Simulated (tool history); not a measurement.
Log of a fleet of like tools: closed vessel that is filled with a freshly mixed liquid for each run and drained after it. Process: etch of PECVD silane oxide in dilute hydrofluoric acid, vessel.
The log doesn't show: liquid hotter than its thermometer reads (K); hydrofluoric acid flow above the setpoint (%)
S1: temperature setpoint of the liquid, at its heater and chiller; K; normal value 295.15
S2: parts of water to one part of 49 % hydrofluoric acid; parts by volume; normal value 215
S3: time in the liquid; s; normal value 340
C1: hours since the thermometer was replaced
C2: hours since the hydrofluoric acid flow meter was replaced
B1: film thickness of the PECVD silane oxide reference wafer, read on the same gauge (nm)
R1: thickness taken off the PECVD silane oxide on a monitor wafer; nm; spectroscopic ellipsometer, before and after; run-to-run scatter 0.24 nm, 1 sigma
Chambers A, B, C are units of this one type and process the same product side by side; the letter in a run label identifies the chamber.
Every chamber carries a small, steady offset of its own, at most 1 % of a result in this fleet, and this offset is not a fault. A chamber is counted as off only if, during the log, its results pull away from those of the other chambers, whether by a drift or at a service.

Run 1B, hour 7.4: usual settings; C1 696.7; C2 435.7; B1 40.004. Result: R1 41.536 nm.
Run 2A, hour 16: usual settings; C1 141.2; C2 1391.9; B1 40.013. Result: R1 41.442 nm.
Run 3C, hour 24.2: usual settings; C1 363.5; C2 654.2; B1 40.017. Result: R1 42.708 nm.
Run 4A, hour 29.8: usual settings; C1 155; C2 1405.7; B1 40.029. Result: R1 42.089 nm.
Run 5B, hour 36.6: usual settings; C1 725.9; C2 464.9; B1 40.014. Result: R1 41.606 nm.
Run 6C, hour 45.4: usual settings; C1 384.7; C2 675.4; B1 40.015. Result: R1 42.376 nm.
Run 7C, hour 56: usual settings; C1 395.3; C2 686; B1 39.994. Result: R1 42.337 nm.
Run 8A, hour 63.2: usual settings; C1 188.4; C2 1439.1; B1 40.005. Result: R1 41.875 nm.
Run 9B, hour 73.1: usual settings; C1 762.4; C2 501.4; B1 40.008. Result: R1 41.771 nm.
Run 10C, hour 83: usual settings but S3 270 s; C1 422.3; C2 713; B1 40.009. Result: R1 33.916 nm.
Run 11B, hour 92.8: usual settings but S3 270 s; C1 782.1; C2 521.1; B1 40.004. Result: R1 33.21 nm.
Run 12A, hour 100.9: usual settings but S3 270 s; C1 226.1; C2 1476.8; B1 39.998. Result: R1 32.658 nm.
Run 13A, hour 107.4: usual settings; C1 232.6; C2 1483.3; B1 40.016. Result: R1 41.557 nm.
Run 14C, hour 115.2: usual settings; C1 454.5; C2 745.2; B1 40.016. Result: R1 42.671 nm.
At hour 116.7: chamber B: thermometer replaced.
Run 15B, hour 123.2: usual settings; C1 6.5; C2 551.5; B1 39.995. Result: R1 42.28 nm.
Run 16B, hour 133.8: usual settings but S1 293.15 K; C1 17.1; C2 562.1; B1 39.98. Result: R1 39.523 nm.
Run 17C, hour 142: usual settings but S1 293.15 K; C1 481.3; C2 772; B1 40.015. Result: R1 39.196 nm.
Run 18A, hour 148.9: usual settings but S1 293.15 K; C1 274.1; C2 1524.8; B1 40.003. Result: R1 38.785 nm.
Run 19B, hour 153.8: usual settings; C1 37.1; C2 582.1; B1 40.002. Result: R1 42.192 nm.
Run 20A, hour 161.9: usual settings but S1 292.15 K; C1 287.1; C2 1537.8; B1 39.989. Result: R1 37.211 nm.
Run 21C, hour 169.3: usual settings but S1 292.15 K; C1 508.6; C2 799.3; B1 40.005. Result: R1 38.004 nm.
Run 22A, hour 177.8: usual settings but S1 292.15 K; C1 303; C2 1553.7; B1 39.995. Result: R1 36.972 nm.
Run 23B, hour 184.7: usual settings; C1 68; C2 613; B1 39.997. Result: R1 42.465 nm.
Run 24C, hour 190.8: usual settings; C1 530.1; C2 820.8; B1 39.998. Result: R1 42.544 nm.
Run 25A, hour 201.7: usual settings; C1 326.9; C2 1577.6; B1 39.997. Result: R1 41.392 nm.
Run 26B, hour 212.1: usual settings; C1 95.4; C2 640.4; B1 40.004. Result: R1 43.317 nm.
Run 27C, hour 220.5: usual settings; C1 559.8; C2 850.5; B1 39.988. Result: R1 42.479 nm.
Run 28C, hour 227.2: usual settings; C1 566.5; C2 857.2; B1 40.01. Result: R1 42.301 nm.
Run 29A, hour 237.5: usual settings; C1 362.7; C2 1613.4; B1 40.007. Result: R1 41.878 nm.
At hour 237.9: chamber C: thermometer replaced.
Run 30B, hour 247.8: usual settings; C1 131.1; C2 676.1; B1 40.007. Result: R1 43.451 nm.
Run 31A, hour 255.3: usual settings but S2 110 parts by volume, S3 240 s; C1 380.5; C2 1631.2; B1 39.976. Result: R1 64.098 nm.
Run 32C, hour 262.2: usual settings but S2 110 parts by volume, S3 240 s; C1 24.4; C2 892.2; B1 39.993. Result: R1 64.626 nm.
Run 33B, hour 268.1: usual settings but S2 110 parts by volume, S3 240 s; C1 151.4; C2 696.4; B1 40.004. Result: R1 65.981 nm.
Run 34A, hour 278.1: usual settings; C1 403.3; C2 1654; B1 40.018. Result: R1 41.549 nm.
Run 35B, hour 283.4: usual settings; C1 166.7; C2 711.7; B1 39.987. Result: R1 44.003 nm.
Run 36C, hour 293.9: usual settings; C1 56.1; C2 923.9; B1 40.01. Result: R1 42.689 nm.

What goes on in this fleet: one chamber off, a drifting gauge, or nothing beyond the chambers' own small offsets? Name the chamber and the cause, if any.

Chamber B drifts away from the others.
Likeliest cause: hydrofluoric acid flow above the setpoint (%) = 4.78.

Below are 4 candidate recipes for chamber B's next run, each the usual settings with a change, their results shown as question marks. Which of them brings B's results back in line with what the other chambers give on the usual settings?
Maximum distance from the other chambers' mean on the usual settings for a result to count as in line: R1 0.84 nm
Run 37B-1, hour 301.8: usual settings but S1 297.65 K. Result: R1 ?.
Run 37B-2, hour 301.8: usual settings but S2 225 parts by volume, S3 325 s. Result: R1 ?.
Run 37B-3, hour 301.8: usual settings but S2 210 parts by volume, S3 350 s. Result: R1 ?.
Run 37B-4, hour 301.8: usual settings but S2 220 parts by volume, S3 330 s. Result: R1 ?.

On the usual settings, the other chambers give on average: R1 42.053 nm
  run      R1
37B-1  48.592
37B-2  40.076
37B-3  46.862
37B-4  41.802
37B-4 brings the chamber back in line.
